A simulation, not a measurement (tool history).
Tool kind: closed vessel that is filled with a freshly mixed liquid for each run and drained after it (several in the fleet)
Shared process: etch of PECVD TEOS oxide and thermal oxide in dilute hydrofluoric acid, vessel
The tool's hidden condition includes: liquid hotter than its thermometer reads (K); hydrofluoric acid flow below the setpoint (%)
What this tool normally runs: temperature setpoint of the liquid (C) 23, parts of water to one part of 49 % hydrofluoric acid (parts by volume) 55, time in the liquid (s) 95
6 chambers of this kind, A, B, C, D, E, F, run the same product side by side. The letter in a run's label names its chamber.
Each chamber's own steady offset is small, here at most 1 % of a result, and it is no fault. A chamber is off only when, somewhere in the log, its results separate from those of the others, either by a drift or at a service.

| run | hour | temperature setpoint of the liquid (C) | parts of water to one part of 49 % hydrofluoric acid (parts by volume) | time in the liquid (s) | hours since the thermometer was replaced | hours since the hydrofluoric acid flow meter was replaced | read-back film thickness of the PECVD TEOS oxide reference wafer, read on the same gauge (nm) | read-back film thickness of the thermal oxide reference wafer, read on the same gauge (nm) | thickness taken off the PECVD TEOS oxide on a monitor wafer (Å) | thickness taken off the thermal oxide on a monitor wafer (Å) |
|---|---|---|---|---|---|---|---|---|---|---|
| 1C | 4.9 | 23 | 55 | 95 | 132.6 | 622.7 | 69.988 | 110.01 | 283.13 | 82.07 |
| 2F | 9.6 | 23 | 55 | 95 | 1298.1 | 118.4 | 70.019 | 110.01 | 285.68 | 81.739 |
| 3E | 12.9 | 23 | 55 | 95 | 901.1 | 676.6 | 70.028 | 110 | 291.01 | 82.231 |
|  | 16.6 | chamber E: thermometer replaced |
| 4D | 17.9 | 23 | 55 | 95 | 744 | 23.7 | 70.019 | 110.01 | 288.72 | 81.763 |
| 5B | 22.3 | 23 | 55 | 95 | 501.7 | 534 | 69.989 | 110 | 285.18 | 82.29 |
| 6A | 26.6 | 23 | 55 | 95 | 1200.7 | 2043.3 | 69.992 | 110 | 288.42 | 82.895 |
| 7F | 29.8 | 23 | 30 | 65 | 1318.3 | 138.6 | 70.01 | 110 | 370.99 | 105.7 |
| 8E | 34.8 | 23 | 30 | 65 | 18.2 | 698.5 | 70.021 | 109.99 | 371.17 | 104.61 |
| 9A | 39.9 | 23 | 30 | 65 | 1214 | 2056.6 | 69.969 | 110 | 375.96 | 108.18 |
| 10D | 42.7 | 23 | 30 | 65 | 768.8 | 48.5 | 69.996 | 110.01 | 372.12 | 106.96 |
| 11C | 45 | 23 | 30 | 65 | 172.7 | 662.8 | 69.993 | 109.98 | 378.56 | 108.73 |
| 12B | 48.6 | 23 | 30 | 65 | 528 | 560.3 | 69.998 | 110 | 370.95 | 105.78 |
| 13B | 53.1 | 23 | 55 | 95 | 532.5 | 564.8 | 69.999 | 110 | 282.8 | 82.967 |
|  | 56.3 | chamber C: hydrofluoric acid flow meter replaced |
| 14E | 57.9 | 23 | 55 | 95 | 41.3 | 721.6 | 69.997 | 109.98 | 293.51 | 81.101 |
| 15A | 60.9 | 23 | 55 | 95 | 1235 | 2077.6 | 70.017 | 110.02 | 287.8 | 82.408 |
|  | 62.5 | chamber A: hydrofluoric acid flow meter replaced |
| 16D | 65.1 | 23 | 55 | 95 | 791.2 | 70.9 | 70.017 | 110.01 | 287.6 | 82.144 |
| 17F | 70.2 | 23 | 55 | 95 | 1358.7 | 179 | 70.015 | 110.02 | 287.97 | 82.693 |
| 18C | 73.1 | 23 | 55 | 95 | 200.8 | 16.8 | 69.984 | 110.01 | 292.82 | 82.173 |
| 19D | 77.3 | 23 | 55 | 95 | 803.4 | 83.1 | 70.014 | 109.99 | 288.72 | 82.749 |
| 20F | 79.7 | 23 | 55 | 95 | 1368.2 | 188.5 | 70.011 | 110 | 286.37 | 81.68 |
| 21A | 83.6 | 23 | 55 | 95 | 1257.7 | 21.1 | 70.021 | 110.01 | 287.43 | 82.736 |
| 22B | 86.9 | 23 | 55 | 95 | 566.3 | 598.6 | 69.947 | 109.98 | 286.48 | 82.477 |
| 23E | 89.4 | 23 | 55 | 95 | 72.8 | 753.1 | 69.989 | 110 | 289.57 | 81.506 |
| 24C | 93.2 | 26.5 | 55 | 95 | 220.9 | 36.9 | 69.989 | 109.99 | 334.77 | 94.834 |
| 25C | 96.4 | 26.5 | 55 | 95 | 224.1 | 40.1 | 70.012 | 109.99 | 334.74 | 95.176 |
| 26F | 100.6 | 26.5 | 55 | 95 | 1389.1 | 209.4 | 69.991 | 110 | 325.44 | 94.186 |
| 27E | 104.8 | 26.5 | 55 | 95 | 88.2 | 768.5 | 70.002 | 110.03 | 331.65 | 93.892 |
| 28D | 108.2 | 26.5 | 55 | 95 | 834.3 | 114 | 70.002 | 109.98 | 327.67 | 95.074 |
| 29A | 110.6 | 26.5 | 55 | 95 | 1284.7 | 48.1 | 69.997 | 110 | 330.86 | 95.99 |
| 30B | 115.3 | 23 | 55 | 95 | 594.7 | 627 | 69.981 | 110.01 | 292.41 | 82.926 |
| 31E | 118.3 | 23 | 55 | 95 | 101.7 | 782 | 70.007 | 110 | 287.23 | 82.075 |
| 32C | 122.3 | 23 | 55 | 95 | 250 | 66 | 70.005 | 110.01 | 289.68 | 81.898 |
| 33D | 124.6 | 23 | 55 | 95 | 850.7 | 130.4 | 69.978 | 110.01 | 292.42 | 81.749 |
| 34F | 127.6 | 23 | 55 | 95 | 1416.1 | 236.4 | 69.991 | 110 | 288.24 | 81.398 |
| 35A | 130 | 23 | 55 | 95 | 1304.1 | 67.5 | 69.972 | 109.99 | 287.1 | 83.744 |
| 36B | 132.9 | 23 | 55 | 95 | 612.3 | 644.6 | 70.013 | 110.01 | 287.1 | 82.767 |
| 37B | 137.4 | 26.5 | 75 | 95 | 616.8 | 649.1 | 69.995 | 109.98 | 237.81 | 67.703 |
| 38D | 141.9 | 26.5 | 75 | 95 | 868 | 147.7 | 69.991 | 110 | 237.79 | 67.627 |
| 39A | 146.1 | 26.5 | 75 | 95 | 1320.2 | 83.6 | 70.005 | 110 | 234.35 | 68.083 |
| 40E | 149.6 | 26.5 | 75 | 95 | 133 | 813.3 | 70.018 | 109.99 | 235.08 | 67.065 |
| 41F | 153.2 | 26.5 | 75 | 95 | 1441.7 | 262 | 70.029 | 110 | 233.28 | 66.355 |
| 42C | 158.4 | 26.5 | 75 | 95 | 286.1 | 102.1 | 70.002 | 110.01 | 238.33 | 68.241 |

Is one chamber off against the others, does the gauge drift, or is nothing wrong? If a chamber is off, say which, and what the likeliest cause is.

No chamber is off and the gauge is stable; the differences are just each chamber's small, constant offset.
